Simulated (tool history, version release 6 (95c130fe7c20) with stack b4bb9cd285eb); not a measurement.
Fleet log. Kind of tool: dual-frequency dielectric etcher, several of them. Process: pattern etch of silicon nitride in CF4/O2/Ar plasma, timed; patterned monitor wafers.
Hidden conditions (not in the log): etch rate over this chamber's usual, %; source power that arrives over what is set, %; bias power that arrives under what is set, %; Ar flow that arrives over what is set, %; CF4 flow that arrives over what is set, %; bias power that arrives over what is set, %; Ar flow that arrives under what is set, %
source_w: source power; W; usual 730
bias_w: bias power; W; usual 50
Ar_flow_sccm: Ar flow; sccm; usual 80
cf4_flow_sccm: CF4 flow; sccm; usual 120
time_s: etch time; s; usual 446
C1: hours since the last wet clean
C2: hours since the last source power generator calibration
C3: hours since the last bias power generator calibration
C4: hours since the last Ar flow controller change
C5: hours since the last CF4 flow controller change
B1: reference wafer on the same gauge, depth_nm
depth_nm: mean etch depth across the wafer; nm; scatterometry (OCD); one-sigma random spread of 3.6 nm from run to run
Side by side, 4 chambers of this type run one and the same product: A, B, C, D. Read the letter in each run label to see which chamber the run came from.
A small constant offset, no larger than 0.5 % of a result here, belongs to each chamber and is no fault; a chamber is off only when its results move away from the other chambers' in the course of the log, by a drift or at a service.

-- hour=3.1 chamber A: bias power generator calibrated
run 1D hour=8.7 | source_w=730 bias_w=50 Ar_flow_sccm=80 cf4_flow_sccm=120 time_s=446 | C1=63.9 C2=3981.6 C3=2461.7 C4=637.7 C5=318.8 | B1=1230.7 | depth_nm=1239.60
run 2C hour=17.3 | source_w=730 bias_w=50 Ar_flow_sccm=80 cf4_flow_sccm=120 time_s=446 | C1=210.4 C2=404.2 C3=824.3 C4=238.0 C5=3662.9 | B1=1230.1 | depth_nm=1229.90
run 3B hour=26.1 | source_w=730 bias_w=50 Ar_flow_sccm=80 cf4_flow_sccm=120 time_s=446 | C1=459.2 C2=1586.2 C3=2226.1 C4=2058.8 C5=299.9 | B1=1229.8 | depth_nm=1242.80
run 4A hour=33.1 | source_w=730 bias_w=50 Ar_flow_sccm=80 cf4_flow_sccm=120 time_s=446 | C1=237.8 C2=1154.1 C3=30.0 C4=4463.3 C5=1796.7 | B1=1229.8 | depth_nm=1232.10
run 5B hour=44.6 | source_w=730 bias_w=50 Ar_flow_sccm=80 cf4_flow_sccm=120 time_s=446 | C1=477.7 C2=1604.7 C3=2244.6 C4=2077.3 C5=318.4 | B1=1230.9 | depth_nm=1239.40
run 6A hour=51.3 | source_w=730 bias_w=59 Ar_flow_sccm=64 cf4_flow_sccm=120 time_s=446 | C1=256.0 C2=1172.3 C3=48.2 C4=4481.5 C5=1814.9 | B1=1229.2 | depth_nm=1340.60
run 7C hour=58.9 | source_w=730 bias_w=59 Ar_flow_sccm=64 cf4_flow_sccm=120 time_s=446 | C1=252.0 C2=445.8 C3=865.9 C4=279.6 C5=3704.5 | B1=1229.8 | depth_nm=1343.80
-- hour=61.6 chamber B: source power generator calibrated
-- hour=64.5 chamber B: wet clean of the chamber
run 8D hour=66.4 | source_w=730 bias_w=59 Ar_flow_sccm=64 cf4_flow_sccm=120 time_s=446 | C1=121.6 C2=4039.3 C3=2519.4 C4=695.4 C5=376.5 | B1=1229.9 | depth_nm=1338.90
run 9B hour=71.8 | source_w=730 bias_w=59 Ar_flow_sccm=64 cf4_flow_sccm=120 time_s=446 | C1=7.4 C2=10.2 C3=2271.8 C4=2104.5 C5=345.6 | B1=1230.0 | depth_nm=1343.90
run 10A hour=79.9 | source_w=730 bias_w=59 Ar_flow_sccm=80 cf4_flow_sccm=120 time_s=326 | C1=284.6 C2=1200.9 C3=76.8 C4=4510.1 C5=1843.5 | B1=1229.1 | depth_nm=963.52
run 11C hour=88.5 | source_w=730 bias_w=59 Ar_flow_sccm=80 cf4_flow_sccm=120 time_s=326 | C1=281.6 C2=475.4 C3=895.5 C4=309.2 C5=3734.1 | B1=1230.5 | depth_nm=951.40
run 12D hour=96.2 | source_w=730 bias_w=59 Ar_flow_sccm=80 cf4_flow_sccm=120 time_s=326 | C1=151.4 C2=4069.1 C3=2549.2 C4=725.2 C5=406.3 | B1=1230.0 | depth_nm=961.21
run 13B hour=101.8 | source_w=730 bias_w=59 Ar_flow_sccm=80 cf4_flow_sccm=120 time_s=326 | C1=37.4 C2=40.2 C3=2301.8 C4=2134.5 C5=375.6 | B1=1230.6 | depth_nm=965.49
run 14A hour=108.2 | source_w=730 bias_w=50 Ar_flow_sccm=62 cf4_flow_sccm=120 time_s=446 | C1=312.9 C2=1229.2 C3=105.1 C4=4538.4 C5=1871.8 | B1=1230.0 | depth_nm=1281.80
run 15D hour=119.0 | source_w=730 bias_w=50 Ar_flow_sccm=62 cf4_flow_sccm=120 time_s=446 | C1=174.2 C2=4091.9 C3=2572.0 C4=748.0 C5=429.1 | B1=1229.0 | depth_nm=1277.10
run 16C hour=125.6 | source_w=730 bias_w=50 Ar_flow_sccm=62 cf4_flow_sccm=120 time_s=446 | C1=318.7 C2=512.5 C3=932.6 C4=346.3 C5=3771.2 | B1=1229.3 | depth_nm=1271.40
-- hour=135.0 chamber A: wet clean of the chamber
run 17A hour=136.5 | source_w=730 bias_w=50 Ar_flow_sccm=62 cf4_flow_sccm=120 time_s=446 | C1=1.6 C2=1257.5 C3=133.4 C4=4566.7 C5=1900.1 | B1=1230.3 | depth_nm=1268.20
run 18B hour=148.2 | source_w=730 bias_w=50 Ar_flow_sccm=80 cf4_flow_sccm=120 time_s=446 | C1=83.8 C2=86.6 C3=2348.2 C4=2180.9 C5=422.0 | B1=1229.8 | depth_nm=1240.30
run 19C hour=153.8 | source_w=730 bias_w=50 Ar_flow_sccm=80 cf4_flow_sccm=120 time_s=446 | C1=346.9 C2=540.7 C3=960.8 C4=374.5 C5=3799.4 | B1=1230.4 | depth_nm=1234.50
run 20D hour=159.1 | source_w=730 bias_w=50 Ar_flow_sccm=80 cf4_flow_sccm=120 time_s=446 | C1=214.3 C2=4132.0 C3=2612.1 C4=788.1 C5=469.2 | B1=1229.8 | depth_nm=1239.80
run 21B hour=165.3 | source_w=730 bias_w=50 Ar_flow_sccm=80 cf4_flow_sccm=120 time_s=446 | C1=100.9 C2=103.7 C3=2365.3 C4=2198.0 C5=439.1 | B1=1230.2 | depth_nm=1240.90
-- hour=169.5 chamber B: bias power generator calibrated
run 22A hour=171.4 | source_w=730 bias_w=50 Ar_flow_sccm=80 cf4_flow_sccm=120 time_s=446 | C1=36.5 C2=1292.4 C3=168.3 C4=4601.6 C5=1935.0 | B1=1230.4 | depth_nm=1237.40
run 23D hour=180.1 | source_w=730 bias_w=50 Ar_flow_sccm=80 cf4_flow_sccm=120 time_s=446 | C1=235.3 C2=4153.0 C3=2633.1 C4=809.1 C5=490.2 | B1=1230.5 | depth_nm=1243.30
run 24C hour=186.0 | source_w=730 bias_w=50 Ar_flow_sccm=69 cf4_flow_sccm=135 time_s=446 | C1=379.1 C2=572.9 C3=993.0 C4=406.7 C5=3831.6 | B1=1230.2 | depth_nm=1264.50
run 25C hour=194.1 | source_w=730 bias_w=50 Ar_flow_sccm=69 cf4_flow_sccm=135 time_s=446 | C1=387.2 C2=581.0 C3=1001.1 C4=414.8 C5=3839.7 | B1=1229.5 | depth_nm=1263.50
run 26B hour=199.4 | source_w=730 bias_w=50 Ar_flow_sccm=69 cf4_flow_sccm=135 time_s=446 | C1=135.0 C2=137.8 C3=30.0 C4=2232.1 C5=473.2 | B1=1229.7 | depth_nm=1279.40
run 27A hour=204.7 | source_w=730 bias_w=50 Ar_flow_sccm=69 cf4_flow_sccm=135 time_s=446 | C1=69.8 C2=1325.7 C3=201.6 C4=4634.9 C5=1968.3 | B1=1229.8 | depth_nm=1278.70
run 28D hour=213.7 | source_w=730 bias_w=50 Ar_flow_sccm=80 cf4_flow_sccm=120 time_s=446 | C1=268.9 C2=4186.6 C3=2666.7 C4=842.7 C5=523.8 | B1=1229.6 | depth_nm=1248.70
run 29A hour=225.2 | source_w=730 bias_w=50 Ar_flow_sccm=80 cf4_flow_sccm=120 time_s=446 | C1=90.3 C2=1346.2 C3=222.1 C4=4655.4 C5=1988.8 | B1=1229.2 | depth_nm=1242.10
run 30D hour=230.4 | source_w=730 bias_w=50 Ar_flow_sccm=80 cf4_flow_sccm=120 time_s=446 | C1=285.6 C2=4203.3 C3=2683.4 C4=859.4 C5=540.5 | B1=1230.0 | depth_nm=1244.10
run 31B hour=236.8 | source_w=730 bias_w=50 Ar_flow_sccm=80 cf4_flow_sccm=120 time_s=446 | C1=172.4 C2=175.2 C3=67.4 C4=2269.5 C5=510.6 | B1=1230.7 | depth_nm=1240.60
run 32C hour=247.2 | source_w=730 bias_w=50 Ar_flow_sccm=80 cf4_flow_sccm=120 time_s=446 | C1=440.3 C2=634.1 C3=1054.2 C4=467.9 C5=3892.8 | B1=1230.7 | depth_nm=1229.90
run 33A hour=255.0 | source_w=730 bias_w=50 Ar_flow_sccm=80 cf4_flow_sccm=120 time_s=446 | C1=120.1 C2=1376.0 C3=251.9 C4=4685.2 C5=2018.6 | B1=1229.5 | depth_nm=1240.50
run 34C hour=265.3 | source_w=730 bias_w=50 Ar_flow_sccm=80 cf4_flow_sccm=120 time_s=446 | C1=458.4 C2=652.2 C3=1072.3 C4=486.0 C5=3910.9 | B1=1229.5 | depth_nm=1234.90
run 35B hour=273.1 | source_w=730 bias_w=50 Ar_flow_sccm=80 cf4_flow_sccm=120 time_s=446 | C1=208.7 C2=211.5 C3=103.7 C4=2305.8 C5=546.9 | B1=1229.1 | depth_nm=1241.40
run 36D hour=284.8 | source_w=730 bias_w=50 Ar_flow_sccm=80 cf4_flow_sccm=120 time_s=446 | C1=340.0 C2=4257.7 C3=2737.8 C4=913.8 C5=594.9 | B1=1229.3 | depth_nm=1236.30
run 37A hour=295.3 | source_w=730 bias_w=50 Ar_flow_sccm=80 cf4_flow_sccm=120 time_s=446 | C1=160.4 C2=1416.3 C3=292.2 C4=4725.5 C5=2058.9 | B1=1230.1 | depth_nm=1237.20

All 4 chambers run these settings next. Forecast each chamber's results:
run 38A hour=304.0 | source_w=730 bias_w=50 Ar_flow_sccm=80 cf4_flow_sccm=120 time_s=446 | depth_nm=?
run 38B hour=304.0 | source_w=730 bias_w=50 Ar_flow_sccm=80 cf4_flow_sccm=120 time_s=446 | depth_nm=?
run 38C hour=304.0 | source_w=730 bias_w=50 Ar_flow_sccm=80 cf4_flow_sccm=120 time_s=446 | depth_nm=?
run 38D hour=304.0 | source_w=730 bias_w=50 Ar_flow_sccm=80 cf4_flow_sccm=120 time_s=446 | depth_nm=?

run=38A depth_nm=1242.80
run=38B depth_nm=1242.00
run=38C depth_nm=1230.80
run=38D depth_nm=1246.20
